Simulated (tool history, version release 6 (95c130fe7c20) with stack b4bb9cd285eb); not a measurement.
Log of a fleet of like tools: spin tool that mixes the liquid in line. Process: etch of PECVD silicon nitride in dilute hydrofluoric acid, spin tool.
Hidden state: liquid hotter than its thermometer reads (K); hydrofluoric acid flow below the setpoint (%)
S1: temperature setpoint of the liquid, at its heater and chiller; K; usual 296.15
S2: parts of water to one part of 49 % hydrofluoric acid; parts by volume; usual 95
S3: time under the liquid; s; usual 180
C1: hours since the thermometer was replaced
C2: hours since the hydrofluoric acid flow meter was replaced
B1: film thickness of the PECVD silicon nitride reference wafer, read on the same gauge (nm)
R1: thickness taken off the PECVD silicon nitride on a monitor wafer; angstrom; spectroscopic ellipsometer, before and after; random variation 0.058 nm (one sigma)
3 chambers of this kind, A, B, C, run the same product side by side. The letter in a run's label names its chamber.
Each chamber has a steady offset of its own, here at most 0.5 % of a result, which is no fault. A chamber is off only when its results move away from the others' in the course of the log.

| run | day | S1 | S2 | S3 | C1 | C2 | B1 | R1 |
|---|---|---|---|---|---|---|---|---|
| 1C | 0.104 | 296.15 | 95 | 180 | 1155.2 | 1241.8 | 90.009 | 73.640 |
| 2B | 0.271 | 296.15 | 95 | 180 | 925.2 | 303.0 | 89.991 | 72.784 |
| 3A | 0.367 | 296.15 | 95 | 180 | 86.7 | 1509.0 | 89.991 | 73.143 |
| 4B | 0.571 | 296.15 | 95 | 180 | 932.4 | 310.2 | 89.998 | 73.361 |
| 5A | 0.667 | 296.15 | 95 | 180 | 93.9 | 1516.2 | 90.019 | 73.069 |
| 6C | 0.808 | 296.15 | 125 | 235 | 1172.1 | 1258.7 | 90.024 | 73.793 |
| 7C | 0.938 | 296.15 | 125 | 235 | 1175.2 | 1261.8 | 90.044 | 73.673 |
| 8A | 1.062 | 296.15 | 125 | 235 | 103.4 | 1525.7 | 90.005 | 72.953 |
| 9B | 1.254 | 296.15 | 95 | 180 | 948.8 | 326.6 | 89.972 | 73.706 |
| 10C | 1.396 | 296.15 | 95 | 180 | 1186.2 | 1272.8 | 89.996 | 73.891 |
| 11A | 1.600 | 296.15 | 95 | 180 | 116.3 | 1538.6 | 89.960 | 73.249 |
| 12B | 1.771 | 296.15 | 95 | 180 | 961.2 | 339.0 | 89.990 | 74.120 |
| 13A | 1.879 | 296.15 | 95 | 180 | 123.0 | 1545.3 | 90.003 | 73.306 |
| 14B | 1.996 | 296.15 | 95 | 180 | 966.6 | 344.4 | 90.000 | 72.483 |
| 15C | 2.142 | 296.15 | 95 | 180 | 1204.1 | 1290.7 | 89.976 | 73.479 |
| 16A | 2.329 | 296.15 | 95 | 180 | 133.8 | 1556.1 | 90.008 | 73.695 |
| 17C | 2.508 | 296.15 | 95 | 180 | 1212.9 | 1299.5 | 90.025 | 72.058 |
| 18B | 2.642 | 296.15 | 110 | 260 | 982.1 | 359.9 | 89.953 | 91.636 |
| 19B | 2.742 | 296.15 | 110 | 260 | 984.5 | 362.3 | 89.961 | 93.289 |
| 20C | 2.896 | 296.15 | 110 | 260 | 1222.2 | 1308.8 | 90.016 | 90.230 |
| 21A | 3.079 | 296.15 | 95 | 180 | 151.8 | 1574.1 | 89.983 | 74.031 |
| 22A | 3.267 | 296.15 | 95 | 180 | 156.3 | 1578.6 | 90.025 | 73.830 |
| 23B | 3.367 | 296.15 | 95 | 180 | 999.5 | 377.3 | 89.984 | 73.404 |
| 24C | 3.488 | 296.15 | 95 | 180 | 1236.4 | 1323.0 | 89.962 | 71.988 |
| 25B | 3.658 | 296.15 | 95 | 180 | 1006.5 | 384.3 | 90.017 | 72.794 |
| 26A | 3.775 | 296.15 | 95 | 180 | 168.5 | 1590.8 | 90.041 | 73.130 |
| 27C | 3.938 | 296.15 | 95 | 75 | 1247.2 | 1333.8 | 89.988 | 29.424 |
| 28A | 4.108 | 296.15 | 95 | 75 | 176.5 | 1598.8 | 90.009 | 30.770 |
| 29B | 4.250 | 296.15 | 95 | 75 | 1020.7 | 398.5 | 89.955 | 30.419 |
| 30C | 4.354 | 296.15 | 95 | 180 | 1257.2 | 1343.8 | 89.983 | 69.874 |
| 31A | 4.496 | 296.15 | 95 | 180 | 185.8 | 1608.1 | 90.026 | 72.684 |

What goes on in this fleet: one chamber off, a drifting gauge, or nothing beyond the chambers' own small offsets? Name the chamber and the cause, if any.

Chamber C drifts away from the others.
Cause: hydrofluoric acid flow below the setpoint (%) = 5.47.
The log may not tell that from: liquid colder than its thermometer reads (K).

Here are 4 candidates for chamber C's next run, each the usual settings with a change, their results left as question marks. Which one brings its results back in line with what the others give on the usual settings?
In line means no further than this from the other chambers' mean on the usual settings: R1 2.000 angstrom
| 32C-1 | 4.642 | 297.65 | 95 | 180 |  |  |  | ? |
| 32C-2 | 4.642 | 296.15 | 95 | 170 |  |  |  | ? |
| 32C-3 | 4.642 | 294.65 | 95 | 180 |  |  |  | ? |
| 32C-4 | 4.642 | 296.15 | 95 | 190 |  |  |  | ? |

The other chambers' mean on the usual settings: R1 73.390 angstrom
| run | R1 |
|---|---|
| 32C-1 | 76.914 |
| 32C-2 | 65.878 |
| 32C-3 | 63.185 |
| 32C-4 | 73.629 |
32C-4 brings the chamber back in line.
